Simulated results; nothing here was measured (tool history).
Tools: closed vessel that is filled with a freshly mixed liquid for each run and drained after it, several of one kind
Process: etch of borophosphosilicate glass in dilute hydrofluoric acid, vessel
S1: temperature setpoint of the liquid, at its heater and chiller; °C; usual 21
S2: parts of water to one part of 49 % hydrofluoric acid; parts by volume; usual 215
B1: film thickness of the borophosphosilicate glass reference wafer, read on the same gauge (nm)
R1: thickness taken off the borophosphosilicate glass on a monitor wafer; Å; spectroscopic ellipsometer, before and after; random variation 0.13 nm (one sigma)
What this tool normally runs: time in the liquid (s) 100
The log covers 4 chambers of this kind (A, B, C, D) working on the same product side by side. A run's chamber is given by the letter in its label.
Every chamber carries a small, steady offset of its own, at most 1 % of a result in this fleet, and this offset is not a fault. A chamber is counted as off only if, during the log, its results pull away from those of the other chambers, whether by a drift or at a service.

run 1A hour=5.2 | S1=21 S2=215 time_in_the_liquid_(s)=100 | B1=39.979 | R1=194.77
run 2C hour=9.9 | S1=21 S2=215 time_in_the_liquid_(s)=100 | B1=39.98 | R1=191.98
run 3D hour=16.5 | S1=21 S2=215 time_in_the_liquid_(s)=100 | B1=40.022 | R1=194.82
run 4B hour=23.2 | S1=21 S2=215 time_in_the_liquid_(s)=100 | B1=39.99 | R1=192.08
run 5B hour=29.5 | S1=21 S2=215 time_in_the_liquid_(s)=100 | B1=39.995 | R1=191.74
run 6C hour=35.2 | S1=21 S2=215 time_in_the_liquid_(s)=100 | B1=39.999 | R1=191.3
run 7A hour=40.2 | S1=21 S2=215 time_in_the_liquid_(s)=100 | B1=39.993 | R1=194.42
run 8D hour=48.1 | S1=17 S2=215 time_in_the_liquid_(s)=75 | B1=40.021 | R1=124.59
run 9A hour=56.9 | S1=17 S2=215 time_in_the_liquid_(s)=75 | B1=39.983 | R1=123.81
run 10B hour=66.7 | S1=17 S2=215 time_in_the_liquid_(s)=75 | B1=40.006 | R1=121.39
run 11C hour=72.8 | S1=17 S2=215 time_in_the_liquid_(s)=75 | B1=39.994 | R1=121.26
run 12D hour=80.8 | S1=21 S2=215 time_in_the_liquid_(s)=100 | B1=39.995 | R1=191.26
run 13A hour=87.1 | S1=21 S2=215 time_in_the_liquid_(s)=100 | B1=40.004 | R1=190.66
run 14C hour=93.7 | S1=21 S2=215 time_in_the_liquid_(s)=100 | B1=40.011 | R1=192.44
run 15D hour=99.9 | S1=21 S2=215 time_in_the_liquid_(s)=100 | B1=39.983 | R1=192.03
run 16B hour=105.5 | S1=21 S2=215 time_in_the_liquid_(s)=45 | B1=40.024 | R1=86.21
run 17C hour=112.2 | S1=21 S2=215 time_in_the_liquid_(s)=45 | B1=39.984 | R1=86.345
run 18B hour=116.8 | S1=21 S2=215 time_in_the_liquid_(s)=45 | B1=40.034 | R1=86.782
-- hour=117.3 chamber D: thermometer replaced
run 19D hour=126.4 | S1=21 S2=215 time_in_the_liquid_(s)=45 | B1=39.992 | R1=87.056
run 20A hour=132.5 | S1=21 S2=215 time_in_the_liquid_(s)=100 | B1=39.989 | R1=191.17
run 21D hour=142.2 | S1=21 S2=215 time_in_the_liquid_(s)=100 | B1=39.996 | R1=193.98
run 22C hour=151.5 | S1=21 S2=215 time_in_the_liquid_(s)=100 | B1=40.014 | R1=190.97
-- hour=152.3 chamber D: hydrofluoric acid flow meter replaced
run 23B hour=159.9 | S1=21 S2=215 time_in_the_liquid_(s)=100 | B1=39.999 | R1=190.6
run 24A hour=168.1 | S1=21 S2=215 time_in_the_liquid_(s)=100 | B1=39.988 | R1=188.37
run 25C hour=177 | S1=21 S2=215 time_in_the_liquid_(s)=100 | B1=39.98 | R1=192.83
run 26B hour=181.6 | S1=21 S2=215 time_in_the_liquid_(s)=100 | B1=40.003 | R1=193.26
run 27A hour=189.8 | S1=21 S2=215 time_in_the_liquid_(s)=100 | B1=39.991 | R1=188.32
run 28D hour=197.2 | S1=21 S2=215 time_in_the_liquid_(s)=100 | B1=39.995 | R1=194.29
run 29D hour=202 | S1=19.5 S2=265 time_in_the_liquid_(s)=100 | B1=39.985 | R1=138.87
run 30A hour=207.9 | S1=19.5 S2=265 time_in_the_liquid_(s)=100 | B1=39.985 | R1=138.18
run 31B hour=217.5 | S1=19.5 S2=265 time_in_the_liquid_(s)=100 | B1=40.002 | R1=140.05
run 32C hour=227.8 | S1=19.5 S2=265 time_in_the_liquid_(s)=100 | B1=40.014 | R1=140.13
run 33D hour=236.7 | S1=21 S2=215 time_in_the_liquid_(s)=100 | B1=39.999 | R1=191.45
run 34C hour=242.6 | S1=21 S2=215 time_in_the_liquid_(s)=100 | B1=39.994 | R1=191.66
run 35A hour=251.4 | S1=21 S2=215 time_in_the_liquid_(s)=100 | B1=40.004 | R1=186.54
run 36B hour=261 | S1=21 S2=215 time_in_the_liquid_(s)=100 | B1=39.979 | R1=192.49
run 37D hour=269.7 | S1=21 S2=215 time_in_the_liquid_(s)=100 | B1=39.984 | R1=191.11
run 38C hour=280.1 | S1=21 S2=305 time_in_the_liquid_(s)=100 | B1=40.004 | R1=122.68
run 39B hour=285.3 | S1=21 S2=305 time_in_the_liquid_(s)=100 | B1=40.018 | R1=123.84
run 40A hour=293.2 | S1=21 S2=305 time_in_the_liquid_(s)=100 | B1=40.004 | R1=120.55
run 41B hour=299 | S1=21 S2=305 time_in_the_liquid_(s)=100 | B1=39.996 | R1=122.62
run 42A hour=303.7 | S1=21 S2=215 time_in_the_liquid_(s)=100 | B1=40.016 | R1=186.12
run 43C hour=313.1 | S1=21 S2=215 time_in_the_liquid_(s)=100 | B1=39.992 | R1=192.25

Is one chamber out of step, is the gauge drifting, or do the chambers differ by no more than their own small offsets? For an off chamber, give its letter and the likeliest cause.

It is chamber A that slowly wanders off from its peers.
What lies behind it: liquid colder than its thermometer reads (K) = 1.78.
The log may not tell that from: hydrofluoric acid flow below the setpoint (%).

Which of the 4 candidates below, each the usual settings with something changed and its results left as question marks, puts chamber A back in line with what the other chambers give on the usual settings?
In-line tolerance around the mean of the other chambers on the usual settings: R1 4.5 Å
run 44A-1 hour=320.6 | S1=21 S2=205 time_in_the_liquid_(s)=105 | R1=?
run 44A-2 hour=320.6 | S1=19.5 S2=215 time_in_the_liquid_(s)=100 | R1=?
run 44A-3 hour=320.6 | S1=21 S2=225 time_in_the_liquid_(s)=95 | R1=?
run 44A-4 hour=320.6 | S1=22.5 S2=215 time_in_the_liquid_(s)=100 | R1=?

The other chambers' mean on the usual settings: R1 192.06 Å
run=44A-1 R1=202.51
run=44A-2 R1=171.89
run=44A-3 R1=164.06
run=44A-4 R1=193.08
The answer is 44A-4, which returns the chamber to within the allowed miss of the others.
